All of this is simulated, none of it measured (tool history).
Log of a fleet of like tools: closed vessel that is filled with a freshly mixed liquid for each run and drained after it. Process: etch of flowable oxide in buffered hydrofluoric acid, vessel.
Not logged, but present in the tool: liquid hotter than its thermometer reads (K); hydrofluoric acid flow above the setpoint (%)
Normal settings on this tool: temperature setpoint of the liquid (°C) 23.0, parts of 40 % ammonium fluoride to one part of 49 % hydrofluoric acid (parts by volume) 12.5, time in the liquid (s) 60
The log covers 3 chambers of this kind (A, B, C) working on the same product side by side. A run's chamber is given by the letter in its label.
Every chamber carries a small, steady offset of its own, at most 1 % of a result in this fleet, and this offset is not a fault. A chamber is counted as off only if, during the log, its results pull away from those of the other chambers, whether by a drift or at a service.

run,day,temperature setpoint of the liquid (°C),parts of 40 % ammonium fluoride to one part of 49 % hydrofluoric acid (parts by volume),time in the liquid (s),hours since the thermometer was replaced,hours since the hydrofluoric acid flow meter was replaced,"read-back film thickness of the flowable oxide reference wafer, read on the same gauge (nm)",thickness taken off the flowable oxide on a monitor wafer (angstrom)
1C,0.279,23.0,12.5,60,1497.1,2319.8,59.984,1202.1
2B,0.533,23.0,12.5,60,2609.6,201.6,60.010,1217.7
3A,0.704,23.0,12.5,60,646.0,502.2,60.034,1200.4
4C,0.900,23.0,12.5,60,1512.0,2334.7,59.994,1218.9
5B,1.179,23.0,12.5,60,2625.1,217.1,59.988,1218.5
6A,1.450,23.0,12.5,60,663.9,520.1,59.981,1210.4
# day 1.467: chamber A: hydrofluoric acid flow meter replaced
7A,1.758,23.0,12.5,60,671.3,7.1,59.990,1205.4
8B,2.050,20.5,12.5,60,2646.0,238.0,60.010,1066.1
# day 2.179: chamber B: thermometer replaced
9C,2.242,20.5,12.5,60,1544.2,2366.9,60.025,1059.6
10B,2.421,20.5,12.5,60,5.8,246.9,60.011,1056.2
11A,2.625,23.0,12.5,60,692.1,27.9,60.032,1211.6
12C,2.800,23.0,12.5,60,1557.6,2380.3,59.982,1188.8
# day 2.833: chamber C: hydrofluoric acid flow meter replaced
13B,3.104,19.5,9.5,60,22.2,263.3,60.010,1291.1
14C,3.417,19.5,9.5,60,1572.4,14.0,59.987,1287.4
15A,3.712,19.5,9.5,60,718.2,54.0,60.024,1278.0
16A,3.900,23.0,12.5,60,722.7,58.5,60.014,1227.0
17C,4.088,23.0,12.5,60,1588.5,30.1,59.988,1213.1
18B,4.358,23.0,12.5,60,52.3,293.4,60.021,1194.6
19C,4.638,23.0,12.5,60,1601.7,43.3,59.984,1218.2
20A,4.921,27.0,16.0,60,747.2,83.0,59.985,1174.9
21B,5.154,27.0,16.0,60,71.4,312.5,60.001,1223.6
22A,5.312,27.0,16.0,60,756.6,92.4,59.984,1187.8
# day 5.371: chamber C: thermometer replaced
23C,5.600,27.5,12.5,90,5.6,66.4,60.026,2359.7
24B,5.842,27.5,12.5,90,87.9,329.0,59.995,2397.9
25C,6.133,27.5,12.5,90,18.4,79.2,59.999,2295.7
26A,6.296,23.0,12.5,60,780.2,116.0,60.003,1219.8
27B,6.458,23.0,12.5,60,102.7,343.8,60.016,1249.0
28B,6.754,23.0,12.5,60,109.8,350.9,60.008,1268.2
29A,6.908,23.0,12.5,60,794.9,130.7,59.992,1206.2
30C,7.129,23.0,10.0,90,42.3,103.1,60.005,2243.5
31A,7.433,23.0,10.0,90,807.5,143.3,60.033,2223.8
32C,7.612,23.0,10.0,90,53.9,114.7,59.993,2268.7
33B,7.771,23.0,12.5,60,134.2,375.3,60.022,1297.1
34C,7.975,23.0,12.5,60,62.6,123.4,59.978,1202.9
35A,8.196,23.0,12.5,60,825.8,161.6,60.002,1219.8
36B,8.446,23.0,12.5,60,150.4,391.5,60.011,1286.6
37C,8.642,23.0,12.5,60,78.6,139.4,59.980,1213.4
38B,8.917,24.5,12.5,60,161.7,402.8,60.007,1417.6
39A,9.183,24.5,12.5,60,849.5,185.3,60.006,1320.5
40A,9.404,24.5,12.5,60,854.8,190.6,60.000,1311.6
41C,9.692,23.0,12.5,60,103.8,164.6,59.987,1210.4
# day 9.938: chamber A: thermometer replaced
42B,9.950,23.0,12.5,60,186.5,427.6,60.010,1330.9
43A,10.258,23.0,12.5,60,7.8,211.1,60.003,1204.4

All chambers now run identical settings, listed one chamber a line with results as question marks. What results will each chamber show?
44A,10.483,23.0,12.5,60,,,,?
44B,10.483,23.0,12.5,60,,,,?
44C,10.483,23.0,12.5,60,,,,?

run,thickness taken off the flowable oxide on a monitor wafer (angstrom)
44A,1208.5
44B,1338.8
44C,1201.0
